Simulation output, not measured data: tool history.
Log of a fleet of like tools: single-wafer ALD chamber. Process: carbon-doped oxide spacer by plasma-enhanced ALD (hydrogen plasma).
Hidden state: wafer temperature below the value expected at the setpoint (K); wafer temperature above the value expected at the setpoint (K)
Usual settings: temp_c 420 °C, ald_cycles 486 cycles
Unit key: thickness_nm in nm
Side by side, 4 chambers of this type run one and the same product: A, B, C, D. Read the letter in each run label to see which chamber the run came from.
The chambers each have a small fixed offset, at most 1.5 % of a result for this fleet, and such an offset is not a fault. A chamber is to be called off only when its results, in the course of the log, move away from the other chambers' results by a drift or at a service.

run     day  temp_c  ald_cycles  hours since the last thermocouple change  read-back reference wafer on the same gauge, thickness_nm  thickness_nm
 1A   0.354     420         486                                     652.8                                                     24.784        22.647
 2C   0.829     420         486                                     729.4                                                     24.813        22.718
 3D   1.208     420         486                                     915.8                                                     24.785        23.189
 4B   1.679     420         486                                      79.8                                                     24.816        22.752
 5A   1.958     420         486                                     691.3                                                     24.800        22.787
 6B   2.233     420         486                                      93.1                                                     24.790        22.796
 7C   2.600     420         486                                     771.9                                                     24.808        22.729
 8D   2.971     406         486                                     958.1                                                     24.792        24.133
 9B   3.212     406         486                                     116.6                                                     24.817        23.813
10A   3.442     406         486                                     726.9                                                     24.812        23.668
11C   3.708     406         486                                     798.5                                                     24.810        23.739
12D   4.171     420         486                                     986.9                                                     24.805        23.098
13C   4.471     420         486                                     816.8                                                     24.796        22.822
14D   4.904     420         486                                    1004.5                                                     24.777        23.135
15A   5.188     420         486                                     768.8                                                     24.791        22.663
      5.425  -- chamber C: thermocouple changed; heater temperature recalibrated
16B   5.667     420         486                                     175.5                                                     24.795        22.617
17C   6.000     420         486                                      13.8                                                     24.798        22.711
18D   6.454     420         486                                    1041.7                                                     24.793        23.107
19B   6.829     420         486                                     203.4                                                     24.808        22.705
20A   7.204     420         486                                     817.2                                                     24.794        22.730
21D   7.683     420         486                                    1071.2                                                     24.810        23.138
22C   7.954     420         486                                      60.7                                                     24.800        22.820
23A   8.258     411         569                                     842.5                                                     24.798        27.295
24B   8.604     411         569                                     246.0                                                     24.809        27.407
25A   8.879     411         569                                     857.4                                                     24.802        27.378
26D   9.188     411         569                                    1107.3                                                     24.828        27.907
27B   9.450     420         486                                     266.3                                                     24.800        22.712
28C   9.808     413         408                                     105.2                                                     24.792        19.428
29A  10.221     413         408                                     889.6                                                     24.796        19.474
30C  10.554     413         408                                     123.1                                                     24.796        19.457
31B  10.867     413         408                                     300.3                                                     24.801        19.472
32D  11.321     429         443                                    1158.5                                                     24.822        20.480
33A  11.583     429         443                                     922.3                                                     24.790        20.114
34D  11.854     429         443                                    1171.3                                                     24.800        20.549
35C  12.321     429         443                                     165.5                                                     24.798        20.194
36B  12.738     420         486                                     345.2                                                     24.779        22.798
37A  13.117     420         486                                     959.1                                                     24.796        22.762
38D  13.400     420         486                                    1208.4                                                     24.814        23.126
39C  13.646     420         486                                     197.3                                                     24.788        22.828
40B  13.888     420         486                                     372.8                                                     24.796        22.669

Next, every chamber runs the same settings. What will each give?
41A  14.238     427         486                                                                                                                  ?
41B  14.238     427         486                                                                                                                  ?
41C  14.238     427         486                                                                                                                  ?
41D  14.238     427         486                                                                                                                  ?

run  thickness_nm
41A        22.098
41B        22.201
41C        22.153
41D        22.741
